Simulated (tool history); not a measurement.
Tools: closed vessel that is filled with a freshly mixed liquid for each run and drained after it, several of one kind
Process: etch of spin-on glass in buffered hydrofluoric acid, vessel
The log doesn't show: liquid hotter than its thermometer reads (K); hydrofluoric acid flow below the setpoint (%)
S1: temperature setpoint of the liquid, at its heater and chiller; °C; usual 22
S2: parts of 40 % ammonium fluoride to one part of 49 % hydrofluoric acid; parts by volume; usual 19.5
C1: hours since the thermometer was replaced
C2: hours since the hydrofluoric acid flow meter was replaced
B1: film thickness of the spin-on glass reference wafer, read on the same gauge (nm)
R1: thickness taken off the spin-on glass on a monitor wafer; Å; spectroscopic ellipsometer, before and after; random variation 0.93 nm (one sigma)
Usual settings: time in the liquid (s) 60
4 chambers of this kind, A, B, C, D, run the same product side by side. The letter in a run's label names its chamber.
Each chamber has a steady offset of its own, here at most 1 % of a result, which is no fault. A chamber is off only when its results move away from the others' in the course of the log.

run 1D hour=5.8 | S1=22 S2=19.5 time_in_the_liquid_(s)=60 | C1=786.7 C2=1472.9 | B1=110.02 | R1=1335.5
run 2C hour=10.9 | S1=22 S2=19.5 time_in_the_liquid_(s)=60 | C1=376.5 C2=1596.5 | B1=110.01 | R1=1325.7
run 3A hour=18.8 | S1=22 S2=19.5 time_in_the_liquid_(s)=60 | C1=189 C2=239.9 | B1=109.98 | R1=1341.5
run 4B hour=27.5 | S1=22 S2=19.5 time_in_the_liquid_(s)=60 | C1=260.9 C2=877.8 | B1=110 | R1=1313.1
run 5A hour=34.7 | S1=22 S2=19.5 time_in_the_liquid_(s)=60 | C1=204.9 C2=255.8 | B1=110.01 | R1=1348.4
run 6D hour=41.8 | S1=22 S2=19.5 time_in_the_liquid_(s)=60 | C1=822.7 C2=1508.9 | B1=110.01 | R1=1345.3
run 7C hour=48.1 | S1=22 S2=19.5 time_in_the_liquid_(s)=60 | C1=413.7 C2=1633.7 | B1=110 | R1=1339.8
run 8B hour=55.3 | S1=18 S2=19.5 time_in_the_liquid_(s)=85 | C1=288.7 C2=905.6 | B1=109.99 | R1=1519.5
run 9C hour=63.9 | S1=18 S2=19.5 time_in_the_liquid_(s)=85 | C1=429.5 C2=1649.5 | B1=110.01 | R1=1522
-- hour=64.3 chamber B: hydrofluoric acid flow meter replaced
run 10B hour=72.2 | S1=18 S2=19.5 time_in_the_liquid_(s)=85 | C1=305.6 C2=7.9 | B1=110.01 | R1=1514.8
run 11A hour=76.7 | S1=18 S2=19.5 time_in_the_liquid_(s)=85 | C1=246.9 C2=297.8 | B1=110.01 | R1=1520.9
run 12D hour=81.7 | S1=22 S2=19.5 time_in_the_liquid_(s)=60 | C1=862.6 C2=1548.8 | B1=110 | R1=1335.4
run 13D hour=86.2 | S1=26.5 S2=19.5 time_in_the_liquid_(s)=30 | C1=867.1 C2=1553.3 | B1=110.01 | R1=860.33
run 14A hour=94.6 | S1=26.5 S2=19.5 time_in_the_liquid_(s)=30 | C1=264.8 C2=315.7 | B1=109.99 | R1=856.16
run 15B hour=99.9 | S1=26.5 S2=19.5 time_in_the_liquid_(s)=30 | C1=333.3 C2=35.6 | B1=109.99 | R1=863.43
run 16C hour=108.2 | S1=26.5 S2=19.5 time_in_the_liquid_(s)=30 | C1=473.8 C2=1693.8 | B1=110 | R1=848.97
run 17C hour=114.6 | S1=22 S2=19.5 time_in_the_liquid_(s)=50 | C1=480.2 C2=1700.2 | B1=110.02 | R1=1118.2
run 18D hour=122.3 | S1=22 S2=19.5 time_in_the_liquid_(s)=50 | C1=903.2 C2=1589.4 | B1=110 | R1=1132.9
run 19A hour=126.7 | S1=22 S2=19.5 time_in_the_liquid_(s)=50 | C1=296.9 C2=347.8 | B1=109.98 | R1=1123.7
run 20B hour=133.4 | S1=22 S2=19.5 time_in_the_liquid_(s)=50 | C1=366.8 C2=69.1 | B1=110.02 | R1=1109.1
run 21D hour=142 | S1=22 S2=19.5 time_in_the_liquid_(s)=60 | C1=922.9 C2=1609.1 | B1=110 | R1=1345.9
run 22C hour=149.3 | S1=22 S2=19.5 time_in_the_liquid_(s)=60 | C1=514.9 C2=1734.9 | B1=109.99 | R1=1327.4
run 23B hour=156.3 | S1=22 S2=19.5 time_in_the_liquid_(s)=45 | C1=389.7 C2=92 | B1=109.96 | R1=1000.5
run 24A hour=164.4 | S1=22 S2=19.5 time_in_the_liquid_(s)=45 | C1=334.6 C2=385.5 | B1=110 | R1=990.44
run 25C hour=172.1 | S1=22 S2=19.5 time_in_the_liquid_(s)=45 | C1=537.7 C2=1757.7 | B1=109.98 | R1=1000.2
run 26B hour=178.5 | S1=22 S2=19.5 time_in_the_liquid_(s)=45 | C1=411.9 C2=114.2 | B1=110 | R1=1017.2
run 27D hour=182.6 | S1=22 S2=19.5 time_in_the_liquid_(s)=60 | C1=963.5 C2=1649.7 | B1=110.01 | R1=1351.6
run 28A hour=190.6 | S1=22 S2=19.5 time_in_the_liquid_(s)=60 | C1=360.8 C2=411.7 | B1=109.99 | R1=1316.3
run 29C hour=195.2 | S1=22 S2=19.5 time_in_the_liquid_(s)=60 | C1=560.8 C2=1780.8 | B1=109.98 | R1=1331.6
run 30B hour=202 | S1=22 S2=19.5 time_in_the_liquid_(s)=60 | C1=435.4 C2=137.7 | B1=109.99 | R1=1340.8

All 4 chambers run these settings next. Forecast each chamber's results:
run 31A hour=208.3 | S1=22 S2=19.5 time_in_the_liquid_(s)=60 | R1=?
run 31B hour=208.3 | S1=22 S2=19.5 time_in_the_liquid_(s)=60 | R1=?
run 31C hour=208.3 | S1=22 S2=19.5 time_in_the_liquid_(s)=60 | R1=?
run 31D hour=208.3 | S1=22 S2=19.5 time_in_the_liquid_(s)=60 | R1=?

run=31A R1=1339
run=31B R1=1337.8
run=31C R1=1333.4
run=31D R1=1364.9
